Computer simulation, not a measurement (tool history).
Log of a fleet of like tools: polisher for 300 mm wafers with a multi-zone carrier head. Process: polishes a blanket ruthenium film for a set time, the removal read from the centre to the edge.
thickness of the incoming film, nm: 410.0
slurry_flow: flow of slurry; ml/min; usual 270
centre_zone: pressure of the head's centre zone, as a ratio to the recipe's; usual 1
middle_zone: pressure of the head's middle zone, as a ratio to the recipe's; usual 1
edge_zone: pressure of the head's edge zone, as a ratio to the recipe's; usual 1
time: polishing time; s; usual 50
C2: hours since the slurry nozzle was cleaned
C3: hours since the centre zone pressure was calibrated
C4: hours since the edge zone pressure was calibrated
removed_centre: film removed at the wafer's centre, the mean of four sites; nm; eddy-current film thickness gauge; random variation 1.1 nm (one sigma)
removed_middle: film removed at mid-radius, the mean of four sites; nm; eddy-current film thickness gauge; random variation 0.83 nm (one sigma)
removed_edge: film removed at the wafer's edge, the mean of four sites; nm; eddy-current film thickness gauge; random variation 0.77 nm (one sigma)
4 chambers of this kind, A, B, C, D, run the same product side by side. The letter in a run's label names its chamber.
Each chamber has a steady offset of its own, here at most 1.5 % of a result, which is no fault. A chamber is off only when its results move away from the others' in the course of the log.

run 1D hour=4.2 | slurry_flow=270 centre_zone=1 middle_zone=1 edge_zone=1 time=50 | wafers_polished_on_this_pad=127 C2=221.7 C3=299.5 C4=773.8 | removed_centre=90.695 removed_middle=90.516 removed_edge=90.823
run 2B hour=10.9 | slurry_flow=270 centre_zone=1 middle_zone=1 edge_zone=1 time=50 | wafers_polished_on_this_pad=848 C2=891.9 C3=60.2 C4=217.9 | removed_centre=90.913 removed_middle=90.483 removed_edge=90.841
run 3A hour=15.7 | slurry_flow=270 centre_zone=1 middle_zone=1 edge_zone=1 time=50 | wafers_polished_on_this_pad=338 C2=241.9 C3=604 C4=131.7 | removed_centre=91.215 removed_middle=90.02 removed_edge=91.434
run 4C hour=21.4 | slurry_flow=270 centre_zone=1 middle_zone=1 edge_zone=1 time=50 | wafers_polished_on_this_pad=577 C2=139.2 C3=418.4 C4=562.9 | removed_centre=90.109 removed_middle=90.665 removed_edge=91.292
run 5A hour=28.9 | slurry_flow=270 centre_zone=1 middle_zone=1 edge_zone=1 time=50 | wafers_polished_on_this_pad=489 C2=255.1 C3=617.2 C4=144.9 | removed_centre=92.145 removed_middle=91.282 removed_edge=90.772
-- hour=29.7 chamber B: worn pad replaced by a new one
run 6B hour=36.5 | slurry_flow=270 centre_zone=1 middle_zone=1 edge_zone=1 time=50 | wafers_polished_on_this_pad=77 C2=917.5 C3=85.8 C4=243.5 | removed_centre=89.825 removed_middle=90.097 removed_edge=91.083
run 7C hour=44.1 | slurry_flow=270 centre_zone=1 middle_zone=1 edge_zone=1 time=50 | wafers_polished_on_this_pad=837 C2=161.9 C3=441.1 C4=585.6 | removed_centre=91.686 removed_middle=90.973 removed_edge=91.271
-- hour=47 chamber A: worn pad replaced by a new one
run 8D hour=50.2 | slurry_flow=270 centre_zone=1 middle_zone=1 edge_zone=1 time=50 | wafers_polished_on_this_pad=653 C2=267.7 C3=345.5 C4=819.8 | removed_centre=90.548 removed_middle=89.922 removed_edge=90.115
-- hour=51.4 chamber D: worn pad replaced by a new one
run 9A hour=57 | slurry_flow=270 centre_zone=1 middle_zone=1 edge_zone=1 time=50 | wafers_polished_on_this_pad=114 C2=283.2 C3=645.3 C4=173 | removed_centre=92.543 removed_middle=89.557 removed_edge=91.02
run 10D hour=64.5 | slurry_flow=270 centre_zone=1 middle_zone=1 edge_zone=1 time=50 | wafers_polished_on_this_pad=149 C2=282 C3=359.8 C4=834.1 | removed_centre=90.475 removed_middle=91.003 removed_edge=90.075
-- hour=70.1 chamber C: worn pad replaced by a new one
run 11B hour=70.1 | slurry_flow=270 centre_zone=1 middle_zone=0.93 edge_zone=1 time=50 | wafers_polished_on_this_pad=461 C2=951.1 C3=119.4 C4=277.1 | removed_centre=92.053 removed_middle=84.944 removed_edge=90.164
run 12C hour=78.3 | slurry_flow=270 centre_zone=1 middle_zone=0.93 edge_zone=1 time=50 | wafers_polished_on_this_pad=93 C2=196.1 C3=475.3 C4=619.8 | removed_centre=89.837 removed_middle=86.952 removed_edge=92.172
run 13C hour=83.8 | slurry_flow=270 centre_zone=1 middle_zone=0.93 edge_zone=1 time=50 | wafers_polished_on_this_pad=156 C2=201.6 C3=480.8 C4=625.3 | removed_centre=91.546 removed_middle=86.158 removed_edge=93.236
run 14A hour=91.2 | slurry_flow=270 centre_zone=1 middle_zone=0.93 edge_zone=1 time=50 | wafers_polished_on_this_pad=505 C2=317.4 C3=679.5 C4=207.2 | removed_centre=89.913 removed_middle=83.122 removed_edge=91.403
-- hour=95.2 chamber D: worn pad replaced by a new one
run 15B hour=96.3 | slurry_flow=270 centre_zone=1 middle_zone=1 edge_zone=1 time=50 | wafers_polished_on_this_pad=761 C2=977.3 C3=145.6 C4=303.3 | removed_centre=90.804 removed_middle=90.943 removed_edge=90.883
-- hour=99.1 chamber A: worn pad replaced by a new one
run 16D hour=101.8 | slurry_flow=270 centre_zone=1 middle_zone=1 edge_zone=1 time=50 | wafers_polished_on_this_pad=76 C2=319.3 C3=397.1 C4=871.4 | removed_centre=88.615 removed_middle=91.675 removed_edge=90.502
run 17B hour=108.5 | slurry_flow=315 centre_zone=1 middle_zone=1 edge_zone=1 time=50 | wafers_polished_on_this_pad=901 C2=989.5 C3=157.8 C4=315.5 | removed_centre=90.541 removed_middle=91.765 removed_edge=90.936
run 18A hour=113.2 | slurry_flow=315 centre_zone=1 middle_zone=1 edge_zone=1 time=50 | wafers_polished_on_this_pad=162 C2=339.4 C3=701.5 C4=229.2 | removed_centre=93.021 removed_middle=93.012 removed_edge=92.065
-- hour=113.5 chamber B: slurry nozzle cleaned
run 19D hour=119.3 | slurry_flow=315 centre_zone=1 middle_zone=1 edge_zone=1 time=50 | wafers_polished_on_this_pad=276 C2=336.8 C3=414.6 C4=888.9 | removed_centre=90.382 removed_middle=92.525 removed_edge=91.069
-- hour=124.1 chamber B: worn pad replaced by a new one
run 20C hour=126.5 | slurry_flow=315 centre_zone=1 middle_zone=1 edge_zone=1 time=50 | wafers_polished_on_this_pad=645 C2=244.3 C3=523.5 C4=668 | removed_centre=93.631 removed_middle=93.085 removed_edge=90.804
-- hour=131.3 chamber C: edge zone pressure recalibrated
run 21D hour=131.6 | slurry_flow=200 centre_zone=1 middle_zone=1 edge_zone=1.1 time=50 | wafers_polished_on_this_pad=416 C2=349.1 C3=426.9 C4=901.2 | removed_centre=86.654 removed_middle=89.456 removed_edge=92.712
run 22A hour=137.6 | slurry_flow=200 centre_zone=1 middle_zone=1 edge_zone=1.1 time=50 | wafers_polished_on_this_pad=441 C2=363.8 C3=725.9 C4=253.6 | removed_centre=88.113 removed_middle=86.326 removed_edge=92.785
-- hour=143.8 chamber D: worn pad replaced by a new one
run 23C hour=146 | slurry_flow=200 centre_zone=1 middle_zone=1 edge_zone=1.1 time=50 | wafers_polished_on_this_pad=867 C2=263.8 C3=543 C4=14.7 | removed_centre=86.819 removed_middle=88.381 removed_edge=91.896
run 24B hour=150.7 | slurry_flow=200 centre_zone=1 middle_zone=1 edge_zone=1.1 time=50 | wafers_polished_on_this_pad=305 C2=37.3 C3=200 C4=357.7 | removed_centre=86.997 removed_middle=88.317 removed_edge=93.676
-- hour=154.8 chamber A: slurry nozzle cleaned
run 25D hour=156.6 | slurry_flow=270 centre_zone=1 middle_zone=1 edge_zone=1 time=50 | wafers_polished_on_this_pad=146 C2=374.1 C3=451.9 C4=926.2 | removed_centre=92.087 removed_middle=91.533 removed_edge=90.966
-- hour=160.6 chamber A: worn pad replaced by a new one
run 26C hour=161.5 | slurry_flow=270 centre_zone=1 middle_zone=1 edge_zone=1 time=50 | wafers_polished_on_this_pad=1045 C2=279.3 C3=558.5 C4=30.2 | removed_centre=92.503 removed_middle=93.112 removed_edge=91.978
-- hour=167.1 chamber C: worn pad replaced by a new one
run 27B hour=168 | slurry_flow=270 centre_zone=1 middle_zone=1 edge_zone=1 time=50 | wafers_polished_on_this_pad=502 C2=54.6 C3=217.3 C4=375 | removed_centre=90.771 removed_middle=90.589 removed_edge=91.232
run 28A hour=174.2 | slurry_flow=270 centre_zone=1 middle_zone=1 edge_zone=1 time=50 | wafers_polished_on_this_pad=156 C2=19.4 C3=762.5 C4=290.2 | removed_centre=92.821 removed_middle=90.411 removed_edge=91.988
run 29D hour=179.8 | slurry_flow=270 centre_zone=1 middle_zone=1 edge_zone=1 time=50 | wafers_polished_on_this_pad=412 C2=397.3 C3=475.1 C4=949.4 | removed_centre=89.55 removed_middle=91.685 removed_edge=89.098
-- hour=181.4 chamber C: centre zone pressure recalibrated
run 30A hour=184 | slurry_flow=270 centre_zone=1 middle_zone=1 edge_zone=1 time=50 | wafers_polished_on_this_pad=268 C2=29.2 C3=772.3 C4=300 | removed_centre=90.61 removed_middle=91.478 removed_edge=90.775
run 31B hour=192.2 | slurry_flow=270 centre_zone=1 middle_zone=1 edge_zone=1 time=50 | wafers_polished_on_this_pad=779 C2=78.8 C3=241.5 C4=399.2 | removed_centre=89.936 removed_middle=90.575 removed_edge=91.88
-- hour=193.1 chamber D: worn pad replaced by a new one
run 32C hour=197.7 | slurry_flow=270 centre_zone=1 middle_zone=1 edge_zone=1 time=50 | wafers_polished_on_this_pad=350 C2=315.5 C3=16.3 C4=66.4 | removed_centre=89.646 removed_middle=91.542 removed_edge=90.837
run 33D hour=202.5 | slurry_flow=270 centre_zone=1 middle_zone=1 edge_zone=1 time=50 | wafers_polished_on_this_pad=107 C2=420 C3=497.8 C4=972.1 | removed_centre=91.137 removed_middle=90.441 removed_edge=91.082
run 34B hour=207.1 | slurry_flow=270 centre_zone=1 middle_zone=1 edge_zone=1.05 time=50 | wafers_polished_on_this_pad=950 C2=93.7 C3=256.4 C4=414.1 | removed_centre=90.558 removed_middle=89.292 removed_edge=94.069
-- hour=210.6 chamber A: worn pad replaced by a new one
run 35C hour=214.3 | slurry_flow=270 centre_zone=1 middle_zone=1 edge_zone=1.05 time=50 | wafers_polished_on_this_pad=539 C2=332.1 C3=32.9 C4=83 | removed_centre=88.323 removed_middle=90.494 removed_edge=94.632
run 36A hour=219.2 | slurry_flow=270 centre_zone=1 middle_zone=1 edge_zone=1.05 time=50 | wafers_polished_on_this_pad=98 C2=64.4 C3=807.5 C4=335.2 | removed_centre=90.758 removed_middle=88.689 removed_edge=93.656
run 37A hour=226.4 | slurry_flow=270 centre_zone=1 middle_zone=1 edge_zone=1.05 time=50 | wafers_polished_on_this_pad=181 C2=71.6 C3=814.7 C4=342.4 | removed_centre=90.937 removed_middle=90.354 removed_edge=91.584

What goes on in this fleet: one chamber off, a drifting gauge, or nothing beyond the chambers' own small offsets? Name the chamber and the cause, if any.

No chamber stands off beyond its own small offset, and the gauge holds steady.

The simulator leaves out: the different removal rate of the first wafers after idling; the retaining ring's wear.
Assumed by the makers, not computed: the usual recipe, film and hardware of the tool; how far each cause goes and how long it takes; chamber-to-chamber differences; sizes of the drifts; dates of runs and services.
